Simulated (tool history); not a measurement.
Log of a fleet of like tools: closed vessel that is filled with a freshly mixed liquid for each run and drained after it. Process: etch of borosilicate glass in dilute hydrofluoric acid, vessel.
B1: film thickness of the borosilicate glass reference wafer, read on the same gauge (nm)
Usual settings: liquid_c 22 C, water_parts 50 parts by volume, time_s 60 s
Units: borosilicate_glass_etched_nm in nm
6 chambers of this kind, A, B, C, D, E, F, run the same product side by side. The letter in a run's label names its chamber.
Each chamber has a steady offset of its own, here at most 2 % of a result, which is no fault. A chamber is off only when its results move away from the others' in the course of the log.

{"run": "1C", "day": 0.208, "liquid_c": 22, "water_parts": 50, "time_s": 60, "B1": 129.99, "borosilicate_glass_etched_nm": 44.713}
{"run": "2B", "day": 0.525, "liquid_c": 22, "water_parts": 50, "time_s": 60, "B1": 130, "borosilicate_glass_etched_nm": 44.653}
{"run": "3F", "day": 0.7, "liquid_c": 22, "water_parts": 50, "time_s": 60, "B1": 129.97, "borosilicate_glass_etched_nm": 44.881}
{"run": "4A", "day": 0.971, "liquid_c": 22, "water_parts": 50, "time_s": 60, "B1": 130.01, "borosilicate_glass_etched_nm": 44.263}
{"run": "5E", "day": 1.154, "liquid_c": 22, "water_parts": 50, "time_s": 60, "B1": 130.01, "borosilicate_glass_etched_nm": 45.549}
{"run": "6D", "day": 1.358, "liquid_c": 22, "water_parts": 50, "time_s": 60, "B1": 130.02, "borosilicate_glass_etched_nm": 44.718}
{"run": "7B", "day": 1.638, "liquid_c": 22, "water_parts": 50, "time_s": 60, "B1": 130.02, "borosilicate_glass_etched_nm": 45.311}
{"day": 1.754, "done": "chamber B: hydrofluoric acid flow meter replaced"}
{"run": "8D", "day": 1.921, "liquid_c": 22, "water_parts": 25, "time_s": 60, "B1": 129.99, "borosilicate_glass_etched_nm": 92.709}
{"run": "9F", "day": 2.075, "liquid_c": 22, "water_parts": 25, "time_s": 60, "B1": 130, "borosilicate_glass_etched_nm": 91.388}
{"day": 2.188, "done": "chamber C: hydrofluoric acid flow meter replaced"}
{"run": "10C", "day": 2.225, "liquid_c": 22, "water_parts": 25, "time_s": 60, "B1": 130, "borosilicate_glass_etched_nm": 91.433}
{"run": "11E", "day": 2.538, "liquid_c": 22, "water_parts": 25, "time_s": 60, "B1": 130, "borosilicate_glass_etched_nm": 92.933}
{"run": "12A", "day": 2.738, "liquid_c": 22, "water_parts": 25, "time_s": 60, "B1": 129.96, "borosilicate_glass_etched_nm": 91.347}
{"run": "13A", "day": 3.033, "liquid_c": 22, "water_parts": 25, "time_s": 60, "B1": 130.01, "borosilicate_glass_etched_nm": 93.701}
{"run": "14D", "day": 3.262, "liquid_c": 22, "water_parts": 50, "time_s": 60, "B1": 129.95, "borosilicate_glass_etched_nm": 44.037}
{"run": "15C", "day": 3.438, "liquid_c": 22, "water_parts": 50, "time_s": 60, "B1": 129.98, "borosilicate_glass_etched_nm": 44.978}
{"run": "16F", "day": 3.675, "liquid_c": 22, "water_parts": 50, "time_s": 60, "B1": 130.02, "borosilicate_glass_etched_nm": 44.544}
{"day": 3.75, "done": "chamber F: thermometer replaced"}
{"run": "17B", "day": 3.971, "liquid_c": 22, "water_parts": 50, "time_s": 60, "B1": 130.01, "borosilicate_glass_etched_nm": 44.048}
{"run": "18E", "day": 4.138, "liquid_c": 22, "water_parts": 50, "time_s": 60, "B1": 130.05, "borosilicate_glass_etched_nm": 45.25}
{"run": "19C", "day": 4.308, "liquid_c": 22, "water_parts": 50, "time_s": 60, "B1": 130.04, "borosilicate_glass_etched_nm": 44.93}
{"run": "20A", "day": 4.533, "liquid_c": 22, "water_parts": 50, "time_s": 60, "B1": 130.02, "borosilicate_glass_etched_nm": 44.313}
{"run": "21E", "day": 4.692, "liquid_c": 23.5, "water_parts": 50, "time_s": 90, "B1": 129.97, "borosilicate_glass_etched_nm": 72.716}
{"run": "22F", "day": 4.929, "liquid_c": 23.5, "water_parts": 50, "time_s": 90, "B1": 130, "borosilicate_glass_etched_nm": 71.376}
{"run": "23D", "day": 5.25, "liquid_c": 23.5, "water_parts": 50, "time_s": 90, "B1": 130.02, "borosilicate_glass_etched_nm": 70.535}
{"run": "24B", "day": 5.417, "liquid_c": 23.5, "water_parts": 50, "time_s": 90, "B1": 130.01, "borosilicate_glass_etched_nm": 68.362}
{"run": "25F", "day": 5.679, "liquid_c": 23.5, "water_parts": 50, "time_s": 90, "B1": 130, "borosilicate_glass_etched_nm": 71.171}
{"run": "26E", "day": 5.971, "liquid_c": 23.5, "water_parts": 50, "time_s": 90, "B1": 130.01, "borosilicate_glass_etched_nm": 71.957}
{"run": "27D", "day": 6.196, "liquid_c": 22, "water_parts": 50, "time_s": 60, "B1": 130.01, "borosilicate_glass_etched_nm": 44.402}
{"run": "28C", "day": 6.35, "liquid_c": 22, "water_parts": 50, "time_s": 60, "B1": 130, "borosilicate_glass_etched_nm": 44.604}
{"run": "29B", "day": 6.571, "liquid_c": 22, "water_parts": 50, "time_s": 60, "B1": 129.99, "borosilicate_glass_etched_nm": 42.291}
{"run": "30A", "day": 6.854, "liquid_c": 22, "water_parts": 50, "time_s": 60, "B1": 130.01, "borosilicate_glass_etched_nm": 44.595}
{"run": "31F", "day": 7.067, "liquid_c": 22, "water_parts": 50, "time_s": 60, "B1": 130.02, "borosilicate_glass_etched_nm": 44.842}
{"run": "32E", "day": 7.225, "liquid_c": 22, "water_parts": 50, "time_s": 90, "B1": 130, "borosilicate_glass_etched_nm": 68.321}
{"run": "33D", "day": 7.546, "liquid_c": 22, "water_parts": 50, "time_s": 90, "B1": 130.02, "borosilicate_glass_etched_nm": 66.753}
{"run": "34B", "day": 7.867, "liquid_c": 22, "water_parts": 50, "time_s": 90, "B1": 130.02, "borosilicate_glass_etched_nm": 61.677}
{"run": "35A", "day": 8.117, "liquid_c": 22, "water_parts": 50, "time_s": 90, "B1": 129.98, "borosilicate_glass_etched_nm": 67.708}
{"run": "36C", "day": 8.433, "liquid_c": 22, "water_parts": 50, "time_s": 90, "B1": 130.01, "borosilicate_glass_etched_nm": 67.337}
{"run": "37B", "day": 8.579, "liquid_c": 22, "water_parts": 50, "time_s": 90, "B1": 130.01, "borosilicate_glass_etched_nm": 60.566}
{"run": "38C", "day": 8.75, "liquid_c": 22, "water_parts": 50, "time_s": 60, "B1": 129.96, "borosilicate_glass_etched_nm": 45.087}
{"run": "39E", "day": 9.054, "liquid_c": 22, "water_parts": 50, "time_s": 60, "B1": 129.98, "borosilicate_glass_etched_nm": 45.388}

Is one chamber off against the others, does the gauge drift, or is nothing wrong? If a chamber is off, say which, and what the likeliest cause is.

Chamber B drifts away from the others.
Cause: liquid colder than its thermometer reads (K) = 2.38.
The log may not tell that from: hydrofluoric acid flow below the setpoint (%).

Here are 4 candidates for chamber B's next run, each the usual settings with a change, their results left as question marks. Which one brings its results back in line with what the others give on the usual settings?
In line means no further than this from the other chambers' mean on the usual settings: borosilicate_glass_etched_nm 1.2 nm
{"run": "40B-1", "day": 9.288, "liquid_c": 21, "water_parts": 50, "time_s": 60, "borosilicate_glass_etched_nm": "?"}
{"run": "40B-2", "day": 9.288, "liquid_c": 22.5, "water_parts": 50, "time_s": 65, "borosilicate_glass_etched_nm": "?"}
{"run": "40B-3", "day": 9.288, "liquid_c": 21.5, "water_parts": 50, "time_s": 55, "borosilicate_glass_etched_nm": "?"}
{"run": "40B-4", "day": 9.288, "liquid_c": 23, "water_parts": 50, "time_s": 60, "borosilicate_glass_etched_nm": "?"}

The other chambers' mean on the usual settings: borosilicate_glass_etched_nm 44.778 nm
run=40B-1 borosilicate_glass_etched_nm=38.778
run=40B-2 borosilicate_glass_etched_nm=44.768
run=40B-3 borosilicate_glass_etched_nm=36.317
run=40B-4 borosilicate_glass_etched_nm=42.209
40B-2 brings the chamber back in line.
